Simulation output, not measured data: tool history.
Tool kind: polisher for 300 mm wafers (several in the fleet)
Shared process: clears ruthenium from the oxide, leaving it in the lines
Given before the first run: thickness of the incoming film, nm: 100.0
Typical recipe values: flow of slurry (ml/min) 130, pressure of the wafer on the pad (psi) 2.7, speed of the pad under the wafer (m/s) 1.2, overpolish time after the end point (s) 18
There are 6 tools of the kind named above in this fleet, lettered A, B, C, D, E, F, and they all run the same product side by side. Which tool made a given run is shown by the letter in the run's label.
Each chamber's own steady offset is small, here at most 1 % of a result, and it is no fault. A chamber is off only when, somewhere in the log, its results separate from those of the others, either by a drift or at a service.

run   hour  flow of slurry (ml/min)  pressure of the wafer on the pad (psi)  speed of the pad under the wafer (m/s)  overpolish time after the end point (s)  time until the end point was called (s)
 1A    4.2                      130                                     2.7                                     1.2                                       18                                   47.073
 2B    8.8                      130                                     2.7                                     1.2                                       18                                   46.746
       9.4  -- chamber D: head pressure recalibrated
 3E   15.4                      130                                     2.7                                     1.2                                       18                                   47.116
      16.9  -- chamber C: worn pad replaced by a new one
 4F   21.1                      130                                     2.7                                     1.2                                       18                                   46.896
 5C   28.3                      130                                     2.7                                     1.2                                       18                                   46.931
      33.9  -- chamber A: slurry nozzle cleaned
 6D   34.6                      100                                       3                                     1.2                                       18                                    43.71
 7D   39.5                      100                                       3                                     1.2                                       18                                   44.459
      42.5  -- chamber D: worn pad replaced by a new one
 8C   45.9                      100                                       3                                     1.2                                       18                                   44.526
 9F   51.2                      100                                       3                                     1.2                                       18                                   45.154
10A   56.5                      100                                       3                                     1.2                                       18                                   44.727
11B     64                      100                                       3                                     1.2                                       18                                    45.02
12E   70.3                      130                                     2.7                                     1.2                                       26                                   47.419
13E   75.4                      130                                     2.7                                     1.2                                       26                                   46.857
14C   83.1                      130                                     2.7                                     1.2                                       26                                   46.485
15B   88.1                      130                                     2.7                                     1.2                                       26                                   47.587
16A   91.9                      130                                     2.7                                     1.2                                       26                                   46.473
17F   96.8                      130                                     2.7                                     1.2                                       26                                   46.583
      97.5  -- chamber B: worn pad replaced by a new one
18D    101                      130                                     2.7                                     1.2                                       18                                   47.082
19D  105.3                      130                                     2.7                                     1.2                                       18                                   46.524
20C  112.4                      130                                     2.7                                     1.2                                       18                                   46.973
21B  117.7                      130                                     2.7                                     1.2                                       18                                   48.792
     119.9  -- chamber E: worn pad replaced by a new one
22A  121.1                      130                                     2.7                                     1.2                                       18                                   46.042
     121.3  -- chamber F: worn pad replaced by a new one
     123.9  -- chamber E: slurry nozzle cleaned
23E  127.3                      130                                     2.7                                     1.2                                       18                                   47.819
24F  134.6                      130                                     2.7                                     1.2                                       18                                   46.976
     137.5  -- chamber E: head pressure recalibrated
25D  142.3                      175                                     2.7                                     1.2                                       18                                   44.546
26F  146.6                      175                                     2.7                                     1.2                                       18                                   45.156
     150.1  -- chamber B: slurry nozzle cleaned
27A  150.8                      175                                     2.7                                     1.2                                       18                                   44.819
     151.5  -- chamber A: worn pad replaced by a new one
     152.2  -- chamber F: head pressure recalibrated
28E  154.3                      175                                     2.7                                     1.2                                       18                                   44.639
     155.9  -- chamber D: worn pad replaced by a new one
29B  158.2                      175                                     2.7                                     1.2                                       18                                   47.245
     162.9  -- chamber C: worn pad replaced by a new one
30C  165.2                      175                                     2.7                                     1.2                                       18                                   44.501
31F  172.8                      130                                     2.7                                    0.98                                        9                                   57.202
32C  180.2                      130                                     2.7                                    0.98                                        9                                   56.941
33A    187                      130                                     2.7                                    0.98                                        9                                   57.245
34B  191.6                      130                                     2.7                                    0.98                                        9                                   62.698
35E  195.1                      130                                     2.7                                    0.98                                        9                                   57.168
36D  199.5                      130                                     2.7                                    0.98                                        9                                   56.424
37F  203.7                      130                                     2.7                                     1.2                                       18                                   46.502
38D    210                      130                                     2.7                                     1.2                                       18                                    46.66
39C  215.8                      130                                     2.7                                     1.2                                       18                                   46.498
40B  223.2                      130                                     2.7                                     1.2                                       18                                    52.58
41A  230.2                      130                                     2.7                                     1.2                                       18                                   47.207
42E  234.3                      130                                     2.7                                     1.2                                       18                                   48.045
43D  238.8                      130                                     2.3                                     1.2                                       18                                   55.089

Decide between three cases: one chamber stands off from its peers, the gauge reading all wafers drifts, or nothing is wrong past each chamber's small offset. Where a chamber is off, say which and what most likely put it there.

It is chamber B that slowly wanders off from its peers.
Cause: head's pressure below its setpoint, % = 11.5.

Which of the 4 candidates below, each the usual settings with something changed and its results left as question marks, puts chamber B back in line with what the other chambers give on the usual settings?
Counts as in line when no further than this from what the other chambers average on the usual settings: time until the end point was called (s) 1.8
44B-1  244.4                      130                                     2.9                                    1.28                                       18                                        ?
44B-2  244.4                       80                                     2.7                                     1.2                                       18                                        ?
44B-3  244.4                      135                                     2.7                                    1.48                                       18                                        ?
44B-4  244.4                      130                                     2.4                                    1.08                                       18                                        ?

On the usual settings, the other chambers give on average: time until the end point was called (s) 46.796
  run  time until the end point was called (s)
44B-1                                   45.663
44B-2                                   59.037
44B-3                                   42.188
44B-4                                   65.295
The right change is 44B-1: it brings the chamber back within the allowed miss of the others.
